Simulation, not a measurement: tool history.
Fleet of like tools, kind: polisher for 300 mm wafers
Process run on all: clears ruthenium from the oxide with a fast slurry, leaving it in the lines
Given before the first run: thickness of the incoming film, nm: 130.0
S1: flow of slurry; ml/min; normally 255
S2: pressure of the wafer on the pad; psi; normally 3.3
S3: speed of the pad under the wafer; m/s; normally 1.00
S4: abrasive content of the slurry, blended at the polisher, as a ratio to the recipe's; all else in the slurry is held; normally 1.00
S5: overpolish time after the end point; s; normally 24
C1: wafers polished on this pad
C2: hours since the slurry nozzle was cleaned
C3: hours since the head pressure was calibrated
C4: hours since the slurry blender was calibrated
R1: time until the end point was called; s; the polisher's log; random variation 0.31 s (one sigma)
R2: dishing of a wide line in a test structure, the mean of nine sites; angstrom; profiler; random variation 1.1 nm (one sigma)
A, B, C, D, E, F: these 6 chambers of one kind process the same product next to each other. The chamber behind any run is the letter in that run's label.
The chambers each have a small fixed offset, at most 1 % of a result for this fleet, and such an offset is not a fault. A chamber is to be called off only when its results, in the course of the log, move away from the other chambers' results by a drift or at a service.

run     day   S1   S2    S3    S4  S5    C1     C2     C3     C4      R1      R2
      0.183  -- chamber E: slurry blender recalibrated
      0.196  -- chamber D: slurry nozzle cleaned
      0.371  -- chamber E: slurry nozzle cleaned
 1A   0.483  255  3.3  1.00  1.00  24   846  532.0  283.6  405.5  25.931  606.87
      0.575  -- chamber A: slurry blender recalibrated
 2C   1.033  255  3.3  1.00  1.00  24   823  430.7  190.7   64.1  26.261  619.69
      1.154  -- chamber E: worn pad replaced by a new one
      1.458  -- chamber E: head pressure recalibrated
      1.521  -- chamber A: worn pad replaced by a new one
 3B   1.642  255  3.3  1.00  1.00  24  1164  359.1  586.3   85.3  26.213  615.27
      1.650  -- chamber D: worn pad replaced by a new one
      1.850  -- chamber B: worn pad replaced by a new one
 4F   2.125  255  3.3  1.00  1.00  24   745  330.3  357.8  102.0  25.688  621.60
      2.392  -- chamber C: worn pad replaced by a new one
 5D   2.600  255  3.3  1.00  1.00  24   291   57.7  130.0  234.5  25.952  614.88
      3.208  -- chamber C: slurry blender recalibrated
 6E   3.233  255  3.3  1.00  1.00  24   636   68.8   42.7   73.2  25.801  611.17
      3.429  -- chamber F: worn pad replaced by a new one
 7B   3.575  305  3.3  1.00  1.00  24   527  405.5  632.7  131.7  25.451  628.78
 8C   4.054  305  3.3  1.00  1.00  24   508  503.2  263.2   20.3  25.218  627.49
 9A   4.658  305  3.3  1.00  1.00  24   960  632.2  383.8   98.1  26.049  628.69
10F   4.996  305  3.3  1.00  1.00  24   479  399.2  426.7  170.9  24.897  627.39
      5.117  -- chamber A: worn pad replaced by a new one
      5.362  -- chamber E: worn pad replaced by a new one
      5.400  -- chamber B: worn pad replaced by a new one
11E   5.475  305  3.3  1.00  1.00  24    34  122.6   96.5  127.0  25.321  634.76
12D   5.904  305  3.3  1.00  1.00  24  1301  137.0  209.3  313.8  25.633  614.95
      6.075  -- chamber C: worn pad replaced by a new one
      6.492  -- chamber D: worn pad replaced by a new one
13E   6.521  255  3.3  1.00  1.00  24   354  147.7  121.6  152.1  26.333  617.25
14C   7.117  255  3.9  1.00  1.00  34   319  576.7  336.7   93.8  21.893  785.72
      7.446  -- chamber F: worn pad replaced by a new one
15A   7.679  255  3.9  1.00  1.00  34   784  704.7  456.3  170.6  22.091  759.13
16F   8.021  255  3.9  1.00  1.00  34   176  471.8  499.3  243.5  21.825  758.59
      8.325  -- chamber A: slurry nozzle cleaned
17B   8.333  255  3.9  1.00  1.00  34   896  519.7  746.9  245.9  22.065  758.07
      8.388  -- chamber C: slurry blender recalibrated
      8.392  -- chamber E: slurry blender recalibrated
      8.662  -- chamber B: worn pad replaced by a new one
18D   8.712  255  3.9  1.00  1.00  34   679  204.4  276.7  381.2  22.252  757.70
      8.775  -- chamber A: worn pad replaced by a new one
      8.825  -- chamber D: slurry blender recalibrated
      9.108  -- chamber A: head pressure recalibrated
19C   9.117  255  3.9  1.00  1.00  34   931  624.7  384.7   17.5  22.263  774.01
      9.662  -- chamber F: slurry blender recalibrated
      9.688  -- chamber E: worn pad replaced by a new one
20B   9.729  255  3.3  1.00  1.00  24   326  553.2  780.4  279.4  26.529  618.20
     10.071  -- chamber B: slurry nozzle cleaned
21A  10.308  255  3.3  1.00  1.00  24   469   47.6   28.8  233.7  25.742  626.03
     10.338  -- chamber C: worn pad replaced by a new one
     10.729  -- chamber C: slurry nozzle cleaned
     10.771  -- chamber D: worn pad replaced by a new one
22F  10.808  255  3.3  1.00  1.00  24  1029  538.7  566.2   27.5  25.294  606.13
     11.046  -- chamber F: worn pad replaced by a new one
23E  11.425  255  3.3  1.00  1.00  24   531  265.4  239.3   72.8  26.045  616.30
     11.862  -- chamber B: worn pad replaced by a new one
24D  12.025  255  3.3  1.00  1.00  24   384  283.9  356.2   76.9  25.532  618.01
25E  12.333  255  3.3  1.00  1.00  24   809  287.2  261.1   94.6  26.189  618.66
26C  12.675  255  3.3  1.00  1.00  24   715   46.8  470.1  102.9  26.000  622.56
     12.925  -- chamber A: worn pad replaced by a new one
27B  13.067  255  3.3  1.00  1.00  24   368   72.0  860.5  359.5  27.332  621.48
     13.075  -- chamber C: slurry blender recalibrated
     13.221  -- chamber E: worn pad replaced by a new one
28D  13.542  255  3.3  1.00  1.00  24   848  320.3  392.6  113.3  26.010  608.90
     13.696  -- chamber F: slurry nozzle cleaned
     13.912  -- chamber B: slurry blender recalibrated
29F  13.950  255  3.3  1.00  1.00  24   888    6.2  641.6  102.9  26.033  624.54
30A  14.300  255  3.3  1.00  1.00  24   420  143.4  124.6  329.5  26.158  640.37
     14.454  -- chamber C: worn pad replaced by a new one
31B  14.875  255  3.3  0.68  1.15  24   921  115.4  903.9   23.2  37.583  496.12
     14.908  -- chamber D: worn pad replaced by a new one
     14.983  -- chamber F: worn pad replaced by a new one
32D  15.229  255  3.3  0.68  1.15  24    98  360.8  433.1  153.8  36.610  520.03
33F  15.808  255  3.3  0.68  1.15  24   253   50.8  686.2  147.5  36.223  516.02
34A  16.096  255  3.3  0.68  1.15  24   969  186.5  167.7  372.6  36.145  518.98
     16.304  -- chamber A: worn pad replaced by a new one
35C  16.450  255  3.3  0.68  1.15  24   611  137.4  560.7   81.1  36.476  521.59
     16.617  -- chamber E: slurry blender recalibrated
36E  16.850  255  3.3  0.68  1.15  24  1109  395.6  369.5    5.7  35.852  530.84
37C  17.508  255  3.3  1.00  1.00  24   934  162.8  586.1  106.5  25.661  624.46
     17.933  -- chamber A: slurry blender recalibrated
38A  18.058  255  3.7  1.00  1.00  24   536  233.6  214.8    3.0  23.233  656.52
39F  18.679  255  3.7  1.00  1.00  24  1131  119.7  755.1  216.4  23.532  646.03

Is one chamber off against the others, does the gauge drift, or is nothing wrong? If a chamber is off, say which, and what the likeliest cause is.

One chamber, B, drifts off from the rest bit by bit.
Likeliest cause: head's pressure below its setpoint, % = 11.6.

Here are 4 candidates for chamber B's next run, each the usual settings with a change, their results left as question marks. Which one brings its results back in line with what the others give on the usual settings?
Allowed miss from the other chambers' usual-settings mean, per result, to count as in line: R1 1.100 s; R2 37.00 angstrom
40B-1  19.154  260  3.7  1.10  1.05  24                   ?   ?
40B-2  19.154  250  3.0  0.90  0.95  25                   ?   ?
40B-3  19.154  255  3.1  0.94  1.00  24                   ?   ?
40B-4  19.154  255  3.5  1.06  1.00  24                   ?   ?

Other chambers, usual settings, mean: R1 26.008 s; R2 622.65 angstrom
  run      R1      R2
40B-1  23.241  659.43
40B-2  36.592  527.62
40B-3  33.083  547.01
40B-4  26.080  623.54
40B-4 is the one that brings the chamber's results back in line with the other chambers.

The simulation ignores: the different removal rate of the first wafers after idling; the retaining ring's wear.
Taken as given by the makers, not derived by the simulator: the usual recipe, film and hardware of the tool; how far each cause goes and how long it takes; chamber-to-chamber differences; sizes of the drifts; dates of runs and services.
